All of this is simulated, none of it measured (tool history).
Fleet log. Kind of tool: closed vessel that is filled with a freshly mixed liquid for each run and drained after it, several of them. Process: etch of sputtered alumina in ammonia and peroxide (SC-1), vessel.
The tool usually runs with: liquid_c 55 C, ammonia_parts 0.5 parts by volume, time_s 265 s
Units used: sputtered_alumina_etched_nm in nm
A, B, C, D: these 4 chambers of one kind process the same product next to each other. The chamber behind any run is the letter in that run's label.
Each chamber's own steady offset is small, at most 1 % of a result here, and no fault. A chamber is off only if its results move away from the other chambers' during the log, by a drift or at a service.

| run | hour | liquid_c | ammonia_parts | time_s | read-back film thickness of the sputtered alumina reference wafer, read on the same gauge (nm) | sputtered_alumina_etched_nm |
|---|---|---|---|---|---|---|
| 1B | 8.8 | 55 | 0.5 | 265 | 150.01 | 21.734 |
| 2A | 15.8 | 55 | 0.5 | 265 | 149.94 | 21.289 |
| 3C | 20.9 | 55 | 0.5 | 265 | 150 | 21.54 |
| 4D | 27 | 55 | 0.5 | 265 | 150.02 | 21.357 |
| 5D | 35.4 | 55 | 0.5 | 265 | 149.98 | 21.545 |
| 6C | 41.2 | 55 | 0.7 | 265 | 149.97 | 22.022 |
| 7B | 49.6 | 55 | 0.7 | 265 | 150.03 | 22.177 |
| 8A | 56 | 55 | 0.7 | 265 | 149.99 | 22.059 |
| 9A | 64.7 | 55 | 0.7 | 265 | 150.03 | 21.951 |
| 10D | 73.9 | 55 | 0.5 | 265 | 150.03 | 21.59 |
| 11B | 79.5 | 55 | 0.5 | 265 | 149.98 | 21.564 |
| 12C | 85.2 | 55 | 0.5 | 265 | 149.99 | 21.399 |
| 13A | 94.6 | 55 | 0.5 | 265 | 149.91 | 21.287 |
| 14D | 101.9 | 55 | 0.5 | 265 | 150.02 | 21.61 |
| 15C | 108.3 | 55 | 0.5 | 265 | 150 | 21.261 |
| 16B | 114.2 | 65 | 0.5 | 400 | 149.94 | 53.805 |
| 17C | 120.4 | 65 | 0.5 | 400 | 149.95 | 54.247 |
| 18D | 127.2 | 65 | 0.5 | 400 | 150 | 54.875 |
| 19B | 135.6 | 65 | 0.5 | 400 | 150.04 | 53.987 |
| 20A | 140.1 | 55 | 0.5 | 265 | 150 | 21.301 |
| 21D | 148.8 | 55 | 0.5 | 265 | 149.99 | 21.842 |
| 22A | 157 | 55 | 0.5 | 265 | 150.02 | 21.215 |
| 23C | 163.5 | 55 | 0.5 | 265 | 150.04 | 21.417 |
| 24B | 169.6 | 55 | 0.5 | 265 | 150.02 | 21.404 |
| 25B | 175.6 | 55 | 0.5 | 265 | 149.99 | 21.68 |

All 4 chambers run these settings next. Forecast each chamber's results:
| 26A | 182.5 | 48 | 0.5 | 265 |  | ? |
| 26B | 182.5 | 48 | 0.5 | 265 |  | ? |
| 26C | 182.5 | 48 | 0.5 | 265 |  | ? |
| 26D | 182.5 | 48 | 0.5 | 265 |  | ? |

| run | sputtered_alumina_etched_nm |
|---|---|
| 26A | 14.633 |
| 26B | 14.785 |
| 26C | 14.536 |
| 26D | 15.282 |
